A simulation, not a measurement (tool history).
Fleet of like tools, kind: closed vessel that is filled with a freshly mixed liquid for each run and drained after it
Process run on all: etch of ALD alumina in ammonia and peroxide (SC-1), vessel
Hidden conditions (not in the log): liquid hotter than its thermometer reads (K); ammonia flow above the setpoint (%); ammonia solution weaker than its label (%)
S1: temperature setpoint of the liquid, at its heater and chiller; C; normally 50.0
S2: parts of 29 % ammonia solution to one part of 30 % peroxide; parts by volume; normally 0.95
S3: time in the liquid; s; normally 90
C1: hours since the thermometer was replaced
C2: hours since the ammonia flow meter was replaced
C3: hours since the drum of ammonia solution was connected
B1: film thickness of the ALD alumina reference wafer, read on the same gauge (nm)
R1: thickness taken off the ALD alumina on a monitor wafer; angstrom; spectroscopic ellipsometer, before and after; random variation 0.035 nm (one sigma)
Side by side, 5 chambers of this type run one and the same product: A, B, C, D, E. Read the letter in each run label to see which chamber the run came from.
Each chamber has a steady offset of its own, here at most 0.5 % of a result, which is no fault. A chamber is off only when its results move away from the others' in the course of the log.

run,day,S1,S2,S3,C1,C2,C3,B1,R1
1C,0.212,50.0,0.95,90,670.6,287.9,540.0,70.014,91.516
2E,0.400,50.0,0.95,90,1532.0,115.4,197.1,69.998,90.234
3A,0.550,50.0,0.95,90,1130.6,257.0,106.9,69.970,90.873
4D,0.712,50.0,0.95,90,1113.8,261.5,122.5,69.989,91.312
5B,0.883,50.0,0.95,90,1169.6,354.4,97.7,70.005,91.657
6E,0.983,50.0,0.95,90,1546.0,129.4,211.1,70.005,90.332
7B,1.154,50.0,0.95,90,1176.1,360.9,104.2,69.962,91.133
8D,1.300,50.0,0.95,90,1127.9,275.6,136.6,69.961,91.118
9C,1.442,50.0,0.95,90,700.1,317.4,569.5,69.972,91.061
10A,1.579,50.0,0.95,90,1155.3,281.7,131.6,69.975,90.943
11E,1.712,50.0,0.95,90,1563.5,146.9,228.6,70.021,90.750
12D,1.825,50.0,0.95,90,1140.5,288.2,149.2,69.928,91.255
13B,1.954,50.0,0.95,90,1195.3,380.1,123.4,70.022,91.538
14A,2.079,50.0,0.95,90,1167.3,293.7,143.6,69.991,90.920
15C,2.179,54.5,0.95,50,717.8,335.1,587.2,69.989,64.581
16E,2.350,54.5,0.95,50,1578.8,162.2,243.9,70.001,64.226
17A,2.467,54.5,0.95,50,1176.6,303.0,152.9,70.014,64.432
18D,2.638,54.5,0.95,50,1160.0,307.7,168.7,70.003,64.604
# day 2.742: chamber C: new drum of ammonia solution connected
19C,2.812,54.5,0.95,50,733.0,350.3,1.7,69.966,64.427
20B,2.996,50.0,0.95,90,1220.3,405.1,148.4,70.015,91.701
21E,3.192,50.0,0.95,90,1599.0,182.4,264.1,69.981,90.945
22A,3.367,50.0,0.95,65,1198.2,324.6,174.5,69.969,65.816
23D,3.512,50.0,0.95,65,1181.0,328.7,189.7,70.014,65.604
24C,3.704,50.0,0.95,65,754.4,371.7,23.1,69.974,65.990
25B,3.921,50.0,0.95,65,1242.5,427.3,170.6,69.995,65.675
26A,4.100,50.0,0.95,65,1215.8,342.2,192.1,69.984,65.913
27D,4.258,50.0,0.80,90,1198.9,346.6,207.6,70.003,89.570
28B,4.450,50.0,0.80,90,1255.2,440.0,183.3,70.014,89.887
29E,4.675,50.0,0.80,90,1634.6,218.0,299.7,70.019,89.592
30C,4.792,50.0,0.80,90,780.5,397.8,49.2,70.004,89.716
31B,4.954,50.0,0.80,90,1267.3,452.1,195.4,70.002,89.656
32D,5.083,50.0,0.95,90,1218.7,366.4,227.4,69.977,91.042
33E,5.279,50.0,0.95,90,1649.1,232.5,314.2,70.035,91.088

Each of the 5 chambers runs these same settings next. Fill in every chamber's results:
34A,5.438,50.0,0.60,90,,,,,?
34B,5.438,50.0,0.60,90,,,,,?
34C,5.438,50.0,0.60,90,,,,,?
34D,5.438,50.0,0.60,90,,,,,?
34E,5.438,50.0,0.60,90,,,,,?

run,R1
34A,87.089
34B,87.613
34C,87.332
34D,87.370
34E,87.179
